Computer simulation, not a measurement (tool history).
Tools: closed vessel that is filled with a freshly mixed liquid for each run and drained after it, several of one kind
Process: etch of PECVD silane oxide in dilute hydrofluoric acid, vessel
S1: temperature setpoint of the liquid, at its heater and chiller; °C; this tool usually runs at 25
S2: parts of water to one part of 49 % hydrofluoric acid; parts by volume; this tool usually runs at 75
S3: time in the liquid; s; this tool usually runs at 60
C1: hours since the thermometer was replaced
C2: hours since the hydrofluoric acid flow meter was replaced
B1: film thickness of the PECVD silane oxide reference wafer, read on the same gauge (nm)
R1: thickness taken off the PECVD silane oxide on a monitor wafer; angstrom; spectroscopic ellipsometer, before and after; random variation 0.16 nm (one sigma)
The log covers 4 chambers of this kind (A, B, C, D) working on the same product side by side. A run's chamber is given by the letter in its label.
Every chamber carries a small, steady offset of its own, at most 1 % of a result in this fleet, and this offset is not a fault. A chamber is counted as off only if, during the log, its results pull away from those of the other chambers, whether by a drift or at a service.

| run | hour | S1 | S2 | S3 | C1 | C2 | B1 | R1 |
|---|---|---|---|---|---|---|---|---|
|  | 11.8 | chamber A: thermometer replaced |
| 1C | 11.8 | 25 | 75 | 60 | 288.1 | 75.1 | 59.996 | 236.340 |
| 2D | 20.1 | 25 | 75 | 60 | 532.2 | 396.0 | 59.965 | 234.680 |
|  | 20.3 | chamber B: thermometer replaced |
| 3B | 25.9 | 25 | 75 | 60 | 5.7 | 711.8 | 59.983 | 238.550 |
| 4A | 36.8 | 25 | 75 | 60 | 25.1 | 1432.6 | 60.009 | 230.580 |
| 5A | 44.5 | 25 | 75 | 60 | 32.8 | 1440.3 | 60.008 | 234.790 |
| 6B | 56.0 | 25 | 75 | 60 | 35.8 | 741.9 | 60.012 | 232.240 |
| 7C | 62.2 | 25 | 110 | 30 | 338.5 | 125.5 | 59.990 | 77.656 |
| 8D | 69.7 | 25 | 110 | 30 | 581.8 | 445.6 | 60.001 | 78.800 |
| 9A | 75.8 | 25 | 110 | 30 | 64.1 | 1471.6 | 60.004 | 75.764 |
| 10C | 86.4 | 25 | 110 | 30 | 362.7 | 149.7 | 59.984 | 78.993 |
| 11D | 96.8 | 25 | 75 | 60 | 608.9 | 472.7 | 59.971 | 236.530 |
| 12B | 109.1 | 25 | 75 | 60 | 88.9 | 795.0 | 59.991 | 235.200 |
| 13B | 115.4 | 25 | 75 | 60 | 95.2 | 801.3 | 60.004 | 238.110 |
| 14C | 126.0 | 25 | 75 | 60 | 402.3 | 189.3 | 59.977 | 244.990 |
| 15D | 131.4 | 25 | 75 | 60 | 643.5 | 507.3 | 59.989 | 235.550 |
| 16A | 137.1 | 25 | 75 | 60 | 125.4 | 1532.9 | 59.985 | 233.990 |
| 17A | 146.8 | 25 | 75 | 60 | 135.1 | 1542.6 | 60.008 | 231.920 |
| 18C | 155.2 | 25 | 75 | 60 | 431.5 | 218.5 | 59.999 | 248.520 |
| 19D | 162.3 | 25 | 100 | 60 | 674.4 | 538.2 | 60.025 | 173.300 |
| 20B | 168.8 | 25 | 100 | 60 | 148.6 | 854.7 | 59.994 | 172.710 |
| 21C | 177.3 | 25 | 100 | 60 | 453.6 | 240.6 | 59.998 | 183.660 |
| 22A | 184.2 | 25 | 100 | 60 | 172.5 | 1580.0 | 59.993 | 168.410 |
| 23B | 193.6 | 25 | 75 | 60 | 173.4 | 879.5 | 59.988 | 236.260 |
| 24D | 201.1 | 25 | 75 | 60 | 713.2 | 577.0 | 59.981 | 237.500 |
| 25B | 212.8 | 25 | 75 | 60 | 192.6 | 898.7 | 59.993 | 237.760 |

All chambers now run identical settings, listed one chamber a line with results as question marks. What results will each chamber show?
| 26A | 221.7 | 25 | 75 | 60 |  |  |  | ? |
| 26B | 221.7 | 25 | 75 | 60 |  |  |  | ? |
| 26C | 221.7 | 25 | 75 | 60 |  |  |  | ? |
| 26D | 221.7 | 25 | 75 | 60 |  |  |  | ? |

| run | R1 |
|---|---|
| 26A | 235.830 |
| 26B | 234.800 |
| 26C | 259.140 |
| 26D | 233.610 |

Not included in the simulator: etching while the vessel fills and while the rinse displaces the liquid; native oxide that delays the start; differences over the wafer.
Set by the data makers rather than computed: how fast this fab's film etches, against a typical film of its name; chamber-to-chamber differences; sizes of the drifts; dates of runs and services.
